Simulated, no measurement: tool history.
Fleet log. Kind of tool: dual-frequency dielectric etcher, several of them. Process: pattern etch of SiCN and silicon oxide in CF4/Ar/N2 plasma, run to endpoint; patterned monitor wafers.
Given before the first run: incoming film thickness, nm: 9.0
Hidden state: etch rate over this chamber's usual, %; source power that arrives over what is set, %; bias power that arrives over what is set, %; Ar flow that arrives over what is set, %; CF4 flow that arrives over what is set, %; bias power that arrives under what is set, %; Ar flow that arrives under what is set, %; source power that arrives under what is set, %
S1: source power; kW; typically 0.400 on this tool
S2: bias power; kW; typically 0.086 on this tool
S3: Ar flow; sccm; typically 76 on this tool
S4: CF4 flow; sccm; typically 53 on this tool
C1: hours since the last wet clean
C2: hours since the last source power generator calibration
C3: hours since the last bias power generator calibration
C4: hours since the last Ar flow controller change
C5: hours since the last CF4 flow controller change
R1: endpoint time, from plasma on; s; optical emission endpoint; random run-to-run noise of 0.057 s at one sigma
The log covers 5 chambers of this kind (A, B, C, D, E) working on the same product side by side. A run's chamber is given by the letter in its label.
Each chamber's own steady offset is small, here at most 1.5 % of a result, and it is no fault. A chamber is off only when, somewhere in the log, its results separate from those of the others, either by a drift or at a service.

run,hour,S1,S2,S3,S4,C1,C2,C3,C4,C5,R1
# hour 1.7: chamber A: wet clean of the chamber
1B,10.0,0.400,0.086,76,53,301.8,2557.8,2681.5,1540.1,553.3,11.0690
2A,16.0,0.400,0.086,76,53,14.3,993.6,1195.9,3800.8,2533.5,10.8180
# hour 22.5: chamber D: bias power generator calibrated
3D,25.8,0.400,0.086,76,53,524.1,3513.7,3.3,2930.9,925.5,10.9390
4E,31.5,0.400,0.086,76,53,40.2,3311.6,1353.7,1580.0,1595.7,10.8920
5C,41.4,0.400,0.086,76,53,360.3,293.9,3445.7,314.8,4027.6,10.9380
# hour 43.7: chamber A: Ar flow controller replaced
6A,47.9,0.400,0.086,76,53,46.2,1025.5,1227.8,4.2,2565.4,10.8510
7B,57.8,0.400,0.086,76,53,349.6,2605.6,2729.3,1587.9,601.1,11.0640
# hour 57.9: chamber B: bias power generator calibrated
8E,66.2,0.400,0.086,76,53,74.9,3346.3,1388.4,1614.7,1630.4,10.9670
# hour 67.8: chamber C: wet clean of the chamber
# hour 70.0: chamber B: source power generator calibrated
9D,73.3,0.400,0.086,76,53,571.6,3561.2,50.8,2978.4,973.0,10.9110
10C,81.9,0.320,0.086,63,53,14.1,334.4,3486.2,355.3,4068.1,12.9320
# hour 82.5: chamber D: wet clean of the chamber
11B,88.3,0.320,0.086,63,53,380.1,18.3,30.5,1618.4,631.6,13.1820
12E,92.9,0.320,0.086,63,53,101.6,3373.0,1415.1,1641.4,1657.1,13.0560
13A,101.9,0.320,0.086,63,53,100.2,1079.5,1281.8,58.2,2619.4,12.8270
14C,107.2,0.320,0.086,63,53,39.4,359.7,3511.5,380.6,4093.4,12.9560
15D,114.2,0.400,0.086,76,53,31.8,3602.1,91.7,3019.3,1013.9,10.9100
# hour 118.3: chamber C: CF4 flow controller replaced
16A,122.2,0.400,0.086,76,53,120.5,1099.8,1302.1,78.5,2639.7,10.7710
# hour 126.9: chamber B: wet clean of the chamber
17B,128.9,0.400,0.086,76,53,2.1,58.9,71.1,1659.0,672.2,10.5750
18C,135.4,0.400,0.086,76,53,67.6,387.9,3539.7,408.8,17.1,10.9140
19E,144.0,0.400,0.086,76,53,152.7,3424.1,1466.2,1692.5,1708.2,10.8710
20D,152.7,0.440,0.068,76,53,70.3,3640.6,130.2,3057.8,1052.4,10.8500
21E,161.4,0.440,0.068,76,53,170.1,3441.5,1483.6,1709.9,1725.6,10.8540
22D,170.3,0.440,0.068,76,53,87.9,3658.2,147.8,3075.4,1070.0,10.9010
23A,175.1,0.440,0.068,76,53,173.4,1152.7,1355.0,131.4,2692.6,10.7440
24B,181.4,0.440,0.068,76,53,54.6,111.4,123.6,1711.5,724.7,10.5450
25C,187.4,0.400,0.086,76,53,119.6,439.9,3591.7,460.8,69.1,10.9370
26D,192.6,0.400,0.102,86,53,110.2,3680.5,170.1,3097.7,1092.3,10.4360
27B,200.6,0.400,0.102,86,53,73.8,130.6,142.8,1730.7,743.9,10.0940
28C,207.4,0.400,0.102,86,53,139.6,459.9,3611.7,480.8,89.1,10.4230
29E,217.1,0.400,0.102,86,53,225.8,3497.2,1539.3,1765.6,1781.3,10.5080
30A,224.1,0.400,0.102,86,53,222.4,1201.7,1404.0,180.4,2741.6,10.3760
31D,231.0,0.400,0.086,76,53,148.6,3718.9,208.5,3136.1,1130.7,10.8670
32C,240.8,0.400,0.086,76,53,173.0,493.3,3645.1,514.2,122.5,10.9540
33A,246.0,0.400,0.086,76,53,244.3,1223.6,1425.9,202.3,2763.5,10.8640
34B,255.3,0.400,0.086,76,53,128.5,185.3,197.5,1785.4,798.6,10.6410
35E,262.2,0.400,0.086,76,53,270.9,3542.3,1584.4,1810.7,1826.4,10.9080
36B,271.4,0.400,0.086,76,53,144.6,201.4,213.6,1801.5,814.7,10.5620
37C,278.5,0.400,0.086,76,53,210.7,531.0,3682.8,551.9,160.2,10.9290
38E,287.7,0.450,0.086,76,58,296.4,3567.8,1609.9,1836.2,1851.9,9.7507
39A,292.0,0.450,0.086,76,58,290.3,1269.6,1471.9,248.3,2809.5,9.7526
40D,300.8,0.450,0.086,76,58,218.4,3788.7,278.3,3205.9,1200.5,9.7051

What goes on in this fleet: one chamber off, a drifting gauge, or nothing beyond the chambers' own small offsets? Name the chamber and the cause, if any.

Chamber B came out of a service off from its peers and stayed that way.
Most likely cause: etch rate over this chamber's usual, % = 3.93.

Below are 4 candidate recipes for chamber B's next run, each the usual settings with a change, their results shown as question marks. Which of them brings B's results back in line with what the other chambers give on the usual settings?
In line here means within this much of the mean the other chambers give on the usual settings: R1 0.2000 s
41B-1,307.9,0.400,0.099,76,56,,,,,,?
41B-2,307.9,0.380,0.084,77,53,,,,,,?
41B-3,307.9,0.410,0.086,76,53,,,,,,?
41B-4,307.9,0.400,0.080,76,53,,,,,,?

Mean of the other chambers on the usual settings: R1 10.8990 s
run,R1
41B-1,10.0450
41B-2,11.2470
41B-3,10.4150
41B-4,10.9190
41B-4 is the one that brings the chamber's results back in line with the other chambers.
